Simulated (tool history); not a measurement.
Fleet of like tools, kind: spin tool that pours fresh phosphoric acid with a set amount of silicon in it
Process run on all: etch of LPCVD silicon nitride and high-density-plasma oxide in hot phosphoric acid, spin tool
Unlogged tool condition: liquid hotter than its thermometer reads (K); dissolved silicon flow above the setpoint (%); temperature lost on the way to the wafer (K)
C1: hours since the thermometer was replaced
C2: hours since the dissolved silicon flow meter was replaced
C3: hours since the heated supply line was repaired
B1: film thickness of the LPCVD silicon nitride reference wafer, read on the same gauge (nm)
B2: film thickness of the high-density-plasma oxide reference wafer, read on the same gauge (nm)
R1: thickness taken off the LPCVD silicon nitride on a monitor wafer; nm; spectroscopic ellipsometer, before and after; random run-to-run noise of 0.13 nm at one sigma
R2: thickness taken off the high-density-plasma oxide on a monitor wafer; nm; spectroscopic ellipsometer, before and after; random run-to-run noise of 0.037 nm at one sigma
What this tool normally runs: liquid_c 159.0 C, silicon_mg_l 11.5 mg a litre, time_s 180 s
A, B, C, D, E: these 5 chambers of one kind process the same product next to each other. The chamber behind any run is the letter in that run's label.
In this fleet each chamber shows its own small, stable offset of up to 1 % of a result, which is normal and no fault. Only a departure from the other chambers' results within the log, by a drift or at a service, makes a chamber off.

{"hour": 1.3, "done": "chamber B: dissolved silicon flow meter replaced"}
{"run": "1B", "hour": 9.7, "liquid_c": 159.0, "silicon_mg_l": 11.5, "time_s": 180, "C1": 1467.8, "C2": 8.4, "C3": 1575.4, "B1": 100.02, "B2": 100.02, "R1": 18.518, "R2": 0.3749}
{"run": "2E", "hour": 17.5, "liquid_c": 159.0, "silicon_mg_l": 11.5, "time_s": 180, "C1": 1398.1, "C2": 480.4, "C3": 214.5, "B1": 100.0, "B2": 100.03, "R1": 18.592, "R2": 0.32629}
{"run": "3A", "hour": 28.2, "liquid_c": 159.0, "silicon_mg_l": 11.5, "time_s": 180, "C1": 1006.9, "C2": 1359.1, "C3": 770.1, "B1": 100.0, "B2": 100.02, "R1": 18.464, "R2": 0.29376}
{"run": "4D", "hour": 35.8, "liquid_c": 159.0, "silicon_mg_l": 11.5, "time_s": 180, "C1": 375.4, "C2": 244.1, "C3": 2505.5, "B1": 99.986, "B2": 99.985, "R1": 18.152, "R2": 0.24715}
{"run": "5C", "hour": 48.7, "liquid_c": 159.0, "silicon_mg_l": 11.5, "time_s": 180, "C1": 228.3, "C2": 933.8, "C3": 1842.1, "B1": 99.998, "B2": 99.994, "R1": 18.262, "R2": 0.27701}
{"run": "6C", "hour": 61.4, "liquid_c": 159.0, "silicon_mg_l": 11.5, "time_s": 180, "C1": 241.0, "C2": 946.5, "C3": 1854.8, "B1": 100.0, "B2": 100.0, "R1": 18.388, "R2": 0.27755}
{"run": "7E", "hour": 71.1, "liquid_c": 159.0, "silicon_mg_l": 11.5, "time_s": 180, "C1": 1451.7, "C2": 534.0, "C3": 268.1, "B1": 100.01, "B2": 99.998, "R1": 18.26, "R2": 0.30397}
{"run": "8A", "hour": 81.3, "liquid_c": 159.0, "silicon_mg_l": 11.5, "time_s": 130, "C1": 1060.0, "C2": 1412.2, "C3": 823.2, "B1": 100.01, "B2": 99.983, "R1": 13.325, "R2": 0.20179}
{"run": "9B", "hour": 91.8, "liquid_c": 159.0, "silicon_mg_l": 11.5, "time_s": 130, "C1": 1549.9, "C2": 90.5, "C3": 1657.5, "B1": 100.0, "B2": 100.0, "R1": 13.133, "R2": 0.19434}
{"run": "10D", "hour": 100.5, "liquid_c": 159.0, "silicon_mg_l": 11.5, "time_s": 130, "C1": 440.1, "C2": 308.8, "C3": 2570.2, "B1": 99.999, "B2": 99.975, "R1": 13.117, "R2": 0.15205}
{"run": "11C", "hour": 108.6, "liquid_c": 159.0, "silicon_mg_l": 11.5, "time_s": 130, "C1": 288.2, "C2": 993.7, "C3": 1902.0, "B1": 99.994, "B2": 100.02, "R1": 13.216, "R2": 0.18876}
{"run": "12D", "hour": 116.4, "liquid_c": 159.0, "silicon_mg_l": 11.5, "time_s": 130, "C1": 456.0, "C2": 324.7, "C3": 2586.1, "B1": 99.996, "B2": 100.01, "R1": 13.101, "R2": 0.22533}
{"run": "13E", "hour": 130.0, "liquid_c": 159.0, "silicon_mg_l": 11.5, "time_s": 180, "C1": 1510.6, "C2": 592.9, "C3": 327.0, "B1": 99.989, "B2": 100.03, "R1": 18.355, "R2": 0.29849}
{"run": "14A", "hour": 141.9, "liquid_c": 159.0, "silicon_mg_l": 11.5, "time_s": 180, "C1": 1120.6, "C2": 1472.8, "C3": 883.8, "B1": 99.999, "B2": 100.03, "R1": 18.208, "R2": 0.3404}
{"run": "15B", "hour": 152.1, "liquid_c": 156.5, "silicon_mg_l": 17.5, "time_s": 180, "C1": 1610.2, "C2": 150.8, "C3": 1717.8, "B1": 99.998, "B2": 100.01, "R1": 16.36, "R2": 0.21229}
{"run": "16A", "hour": 162.2, "liquid_c": 156.5, "silicon_mg_l": 17.5, "time_s": 180, "C1": 1140.9, "C2": 1493.1, "C3": 904.1, "B1": 100.01, "B2": 99.985, "R1": 16.698, "R2": 0.20564}
{"run": "17E", "hour": 172.2, "liquid_c": 156.5, "silicon_mg_l": 17.5, "time_s": 180, "C1": 1552.8, "C2": 635.1, "C3": 369.2, "B1": 99.983, "B2": 99.99, "R1": 16.898, "R2": 0.21061}
{"run": "18D", "hour": 185.6, "liquid_c": 156.5, "silicon_mg_l": 17.5, "time_s": 180, "C1": 525.2, "C2": 393.9, "C3": 2655.3, "B1": 100.02, "B2": 100.02, "R1": 16.836, "R2": 0.20716}
{"run": "19B", "hour": 196.4, "liquid_c": 156.5, "silicon_mg_l": 17.5, "time_s": 180, "C1": 1654.5, "C2": 195.1, "C3": 1762.1, "B1": 100.01, "B2": 99.983, "R1": 16.138, "R2": 0.16525}
{"run": "20C", "hour": 208.0, "liquid_c": 159.0, "silicon_mg_l": 11.5, "time_s": 180, "C1": 387.6, "C2": 1093.1, "C3": 2001.4, "B1": 99.994, "B2": 100.02, "R1": 18.34, "R2": 0.29593}
{"run": "21A", "hour": 216.2, "liquid_c": 159.0, "silicon_mg_l": 11.5, "time_s": 180, "C1": 1194.9, "C2": 1547.1, "C3": 958.1, "B1": 100.01, "B2": 100.0, "R1": 18.495, "R2": 0.33898}
{"hour": 224.6, "done": "chamber C: heated supply line repaired"}
{"run": "22D", "hour": 227.8, "liquid_c": 159.0, "silicon_mg_l": 11.5, "time_s": 180, "C1": 567.4, "C2": 436.1, "C3": 2697.5, "B1": 99.99, "B2": 99.991, "R1": 18.292, "R2": 0.30349}
{"run": "23C", "hour": 240.4, "liquid_c": 159.0, "silicon_mg_l": 11.5, "time_s": 180, "C1": 420.0, "C2": 1125.5, "C3": 15.9, "B1": 100.01, "B2": 100.01, "R1": 18.444, "R2": 0.34646}
{"run": "24E", "hour": 253.9, "liquid_c": 159.0, "silicon_mg_l": 6.5, "time_s": 180, "C1": 1634.5, "C2": 716.8, "C3": 450.9, "B1": 100.0, "B2": 99.992, "R1": 18.419, "R2": 0.30787}
{"run": "25B", "hour": 264.6, "liquid_c": 159.0, "silicon_mg_l": 6.5, "time_s": 180, "C1": 1722.7, "C2": 263.3, "C3": 1830.3, "B1": 100.02, "B2": 100.05, "R1": 17.464, "R2": 0.2355}
{"run": "26A", "hour": 278.7, "liquid_c": 159.0, "silicon_mg_l": 6.5, "time_s": 180, "C1": 1257.4, "C2": 1609.6, "C3": 1020.6, "B1": 99.984, "B2": 99.994, "R1": 18.334, "R2": 0.37456}
{"run": "27D", "hour": 291.1, "liquid_c": 159.0, "silicon_mg_l": 6.5, "time_s": 180, "C1": 630.7, "C2": 499.4, "C3": 2760.8, "B1": 100.01, "B2": 99.984, "R1": 18.399, "R2": 0.3625}
{"run": "28C", "hour": 302.9, "liquid_c": 159.0, "silicon_mg_l": 6.5, "time_s": 180, "C1": 482.5, "C2": 1188.0, "C3": 78.4, "B1": 99.987, "B2": 100.01, "R1": 18.124, "R2": 0.32941}
{"run": "29B", "hour": 310.2, "liquid_c": 159.0, "silicon_mg_l": 11.5, "time_s": 180, "C1": 1768.3, "C2": 308.9, "C3": 1875.9, "B1": 100.01, "B2": 100.01, "R1": 17.023, "R2": 0.26421}
{"run": "30E", "hour": 319.0, "liquid_c": 159.0, "silicon_mg_l": 11.5, "time_s": 180, "C1": 1699.6, "C2": 781.9, "C3": 516.0, "B1": 100.0, "B2": 99.979, "R1": 18.467, "R2": 0.28902}
{"hour": 330.7, "done": "chamber D: dissolved silicon flow meter replaced"}
{"run": "31B", "hour": 331.8, "liquid_c": 159.0, "silicon_mg_l": 11.5, "time_s": 180, "C1": 1789.9, "C2": 330.5, "C3": 1897.5, "B1": 100.01, "B2": 99.998, "R1": 17.193, "R2": 0.24357}
{"run": "32A", "hour": 341.8, "liquid_c": 159.0, "silicon_mg_l": 11.5, "time_s": 180, "C1": 1320.5, "C2": 1672.7, "C3": 1083.7, "B1": 100.0, "B2": 100.03, "R1": 18.546, "R2": 0.33953}
{"run": "33D", "hour": 349.3, "liquid_c": 161.5, "silicon_mg_l": 11.5, "time_s": 180, "C1": 688.9, "C2": 18.7, "C3": 2819.0, "B1": 100.01, "B2": 99.956, "R1": 20.111, "R2": 0.37233}
{"run": "34C", "hour": 361.4, "liquid_c": 161.5, "silicon_mg_l": 11.5, "time_s": 180, "C1": 541.0, "C2": 1246.5, "C3": 136.9, "B1": 100.0, "B2": 100.01, "R1": 20.215, "R2": 0.36168}

Has any chamber moved away from the others, gradually or after a service, or does the common gauge drift, or do the chambers differ only by their own small steady offsets? State the chamber and the most likely cause if one applies.

Little by little, chamber B moves away from the other chambers.
Most likely cause: temperature lost on the way to the wafer (K) = 2.55.
It could be hard to tell apart here from: liquid colder than its thermometer reads (K).

Which of the 4 candidates below, each the usual settings with something changed and its results left as question marks, puts chamber B back in line with what the other chambers give on the usual settings?
In-line tolerance around the mean of the other chambers on the usual settings: R1 0.450 nm; R2 0.13000 nm
{"run": "35B-1", "hour": 371.7, "liquid_c": 159.5, "silicon_mg_l": 10.0, "time_s": 185, "R1": "?", "R2": "?"}
{"run": "35B-2", "hour": 371.7, "liquid_c": 158.0, "silicon_mg_l": 15.0, "time_s": 170, "R1": "?", "R2": "?"}
{"run": "35B-3", "hour": 371.7, "liquid_c": 160.0, "silicon_mg_l": 8.0, "time_s": 190, "R1": "?", "R2": "?"}
{"run": "35B-4", "hour": 371.7, "liquid_c": 158.5, "silicon_mg_l": 13.0, "time_s": 175, "R1": "?", "R2": "?"}

The mean the other chambers reach with the usual settings: R1 18.324 nm; R2 0.30073 nm
run=35B-1 R1=17.657 R2=0.28104
run=35B-2 R1=15.414 R2=0.20552
run=35B-3 R1=18.445 R2=0.31233
run=35B-4 R1=16.142 R2=0.23012
35B-3 is the one that brings the chamber's results back in line with the other chambers.
